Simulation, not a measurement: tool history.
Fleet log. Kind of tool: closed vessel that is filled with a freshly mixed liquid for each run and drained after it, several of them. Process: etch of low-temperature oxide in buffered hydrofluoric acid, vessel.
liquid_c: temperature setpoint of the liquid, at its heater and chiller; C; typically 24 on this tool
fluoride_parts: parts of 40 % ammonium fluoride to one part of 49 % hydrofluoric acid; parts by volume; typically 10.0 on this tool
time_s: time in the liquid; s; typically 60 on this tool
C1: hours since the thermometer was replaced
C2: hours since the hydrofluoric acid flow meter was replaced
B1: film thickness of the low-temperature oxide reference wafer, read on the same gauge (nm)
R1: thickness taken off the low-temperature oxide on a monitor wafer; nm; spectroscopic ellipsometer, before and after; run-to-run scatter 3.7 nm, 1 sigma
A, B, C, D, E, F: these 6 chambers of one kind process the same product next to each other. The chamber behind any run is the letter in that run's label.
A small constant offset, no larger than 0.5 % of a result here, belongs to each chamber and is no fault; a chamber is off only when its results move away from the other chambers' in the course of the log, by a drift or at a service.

run 1F hour=6.3 | liquid_c=24 fluoride_parts=10.0 time_s=60 | C1=1083.1 C2=616.8 | B1=70.009 | R1=400.25
run 2B hour=15.5 | liquid_c=24 fluoride_parts=10.0 time_s=60 | C1=135.7 C2=182.7 | B1=70.011 | R1=397.68
run 3A hour=20.2 | liquid_c=24 fluoride_parts=10.0 time_s=60 | C1=1207.5 C2=270.5 | B1=69.984 | R1=390.83
run 4D hour=30.6 | liquid_c=24 fluoride_parts=10.0 time_s=60 | C1=1071.0 C2=947.8 | B1=70.017 | R1=403.74
run 5C hour=35.8 | liquid_c=24 fluoride_parts=10.0 time_s=60 | C1=290.7 C2=1168.7 | B1=70.018 | R1=393.62
run 6E hour=46.5 | liquid_c=20 fluoride_parts=10.0 time_s=60 | C1=473.2 C2=751.7 | B1=69.993 | R1=318.06
run 7A hour=55.1 | liquid_c=20 fluoride_parts=10.0 time_s=60 | C1=1242.4 C2=305.4 | B1=69.980 | R1=313.92
run 8D hour=60.3 | liquid_c=20 fluoride_parts=10.0 time_s=60 | C1=1100.7 C2=977.5 | B1=70.005 | R1=322.32
run 9C hour=68.7 | liquid_c=20 fluoride_parts=10.0 time_s=60 | C1=323.6 C2=1201.6 | B1=69.958 | R1=322.28
run 10B hour=73.9 | liquid_c=20 fluoride_parts=10.0 time_s=60 | C1=194.1 C2=241.1 | B1=70.019 | R1=312.00
run 11E hour=83.2 | liquid_c=20 fluoride_parts=10.0 time_s=60 | C1=509.9 C2=788.4 | B1=69.988 | R1=316.06
run 12F hour=88.1 | liquid_c=24 fluoride_parts=10.0 time_s=60 | C1=1164.9 C2=698.6 | B1=69.982 | R1=396.16
run 13F hour=94.9 | liquid_c=24 fluoride_parts=10.0 time_s=60 | C1=1171.7 C2=705.4 | B1=70.006 | R1=397.58
run 14A hour=100.3 | liquid_c=24 fluoride_parts=10.0 time_s=60 | C1=1287.6 C2=350.6 | B1=70.013 | R1=395.78
run 15C hour=108.7 | liquid_c=24 fluoride_parts=10.0 time_s=60 | C1=363.6 C2=1241.6 | B1=70.009 | R1=398.62
run 16E hour=116.5 | liquid_c=24 fluoride_parts=10.0 time_s=60 | C1=543.2 C2=821.7 | B1=70.018 | R1=403.13
run 17B hour=124.5 | liquid_c=24 fluoride_parts=10.0 time_s=60 | C1=244.7 C2=291.7 | B1=70.002 | R1=390.61
run 18D hour=133.7 | liquid_c=24 fluoride_parts=10.0 time_s=60 | C1=1174.1 C2=1050.9 | B1=69.986 | R1=397.55
run 19F hour=143.5 | liquid_c=29 fluoride_parts=10.0 time_s=30 | C1=1220.3 C2=754.0 | B1=70.015 | R1=261.59
run 20E hour=153.5 | liquid_c=29 fluoride_parts=10.0 time_s=30 | C1=580.2 C2=858.7 | B1=70.002 | R1=254.67
run 21A hour=158.9 | liquid_c=29 fluoride_parts=10.0 time_s=30 | C1=1346.2 C2=409.2 | B1=70.019 | R1=256.39
run 22B hour=167.1 | liquid_c=29 fluoride_parts=10.0 time_s=30 | C1=287.3 C2=334.3 | B1=69.985 | R1=259.73
run 23C hour=174.3 | liquid_c=29 fluoride_parts=10.0 time_s=30 | C1=429.2 C2=1307.2 | B1=70.002 | R1=261.43
run 24D hour=184.3 | liquid_c=29 fluoride_parts=10.0 time_s=30 | C1=1224.7 C2=1101.5 | B1=69.987 | R1=264.42
run 25E hour=191.7 | liquid_c=24 fluoride_parts=10.0 time_s=60 | C1=618.4 C2=896.9 | B1=69.986 | R1=381.85
run 26C hour=201.7 | liquid_c=24 fluoride_parts=10.0 time_s=60 | C1=456.6 C2=1334.6 | B1=69.997 | R1=398.17
run 27D hour=210.4 | liquid_c=24 fluoride_parts=10.0 time_s=60 | C1=1250.8 C2=1127.6 | B1=69.979 | R1=404.43
run 28F hour=217.8 | liquid_c=24 fluoride_parts=10.0 time_s=60 | C1=1294.6 C2=828.3 | B1=69.974 | R1=403.10
run 29B hour=222.6 | liquid_c=24 fluoride_parts=10.0 time_s=60 | C1=342.8 C2=389.8 | B1=69.970 | R1=396.62
run 30A hour=232.2 | liquid_c=24 fluoride_parts=10.0 time_s=60 | C1=1419.5 C2=482.5 | B1=69.957 | R1=392.34
run 31A hour=242.4 | liquid_c=24 fluoride_parts=10.0 time_s=60 | C1=1429.7 C2=492.7 | B1=70.001 | R1=396.31
run 32C hour=252.4 | liquid_c=24 fluoride_parts=10.0 time_s=60 | C1=507.3 C2=1385.3 | B1=70.001 | R1=402.28
run 33E hour=257.4 | liquid_c=24 fluoride_parts=10.0 time_s=60 | C1=684.1 C2=962.6 | B1=70.008 | R1=375.74
run 34D hour=267.6 | liquid_c=24 fluoride_parts=10.0 time_s=60 | C1=1308.0 C2=1184.8 | B1=70.024 | R1=411.46
-- hour=268.7 chamber B: hydrofluoric acid flow meter replaced
run 35B hour=276.6 | liquid_c=24 fluoride_parts=10.0 time_s=60 | C1=396.8 C2=8.0 | B1=70.009 | R1=394.24
run 36F hour=281.4 | liquid_c=24 fluoride_parts=11.5 time_s=75 | C1=1358.2 C2=891.9 | B1=69.977 | R1=433.75
run 37C hour=288.9 | liquid_c=24 fluoride_parts=11.5 time_s=75 | C1=543.8 C2=1421.8 | B1=69.981 | R1=430.87
run 38B hour=293.7 | liquid_c=24 fluoride_parts=11.5 time_s=75 | C1=413.9 C2=25.1 | B1=70.014 | R1=431.18
run 39D hour=304.0 | liquid_c=24 fluoride_parts=11.5 time_s=75 | C1=1344.4 C2=1221.2 | B1=70.005 | R1=434.47
run 40F hour=309.3 | liquid_c=24 fluoride_parts=11.5 time_s=75 | C1=1386.1 C2=919.8 | B1=70.031 | R1=435.25

Read the log: is a single chamber off, either drifting away or since a service, is the gauge that measures every chamber drifting, or is nothing wrong beyond small per-chamber offsets? Name any odd chamber and what most likely caused it.

One chamber, E, drifts off from the rest bit by bit.
Most likely cause: liquid colder than its thermometer reads (K) = 1.26.
Not necessarily distinguishable in this log from: hydrofluoric acid flow below the setpoint (%).

Chamber E could run next with any of the 4 candidate recipes listed below; each alters the usual settings, and their results appear as question marks. Which one brings its results back in line with what the other chambers deliver on the usual settings?
Maximum distance from the other chambers' mean on the usual settings for a result to count as in line: R1 13.00 nm
run 41E-1 hour=317.1 | liquid_c=24.0 fluoride_parts=10.0 time_s=65 | R1=?
run 41E-2 hour=317.1 | liquid_c=23.5 fluoride_parts=10.0 time_s=55 | R1=?
run 41E-3 hour=317.1 | liquid_c=24.5 fluoride_parts=9.5 time_s=65 | R1=?
run 41E-4 hour=317.1 | liquid_c=23.5 fluoride_parts=10.5 time_s=60 | R1=?

On the usual settings, the other chambers give on average: R1 397.63 nm
run=41E-1 R1=400.80
run=41E-2 R1=330.11
run=41E-3 R1=425.57
run=41E-4 R1=343.33
It is 41E-1 that realigns the chamber with its peers.
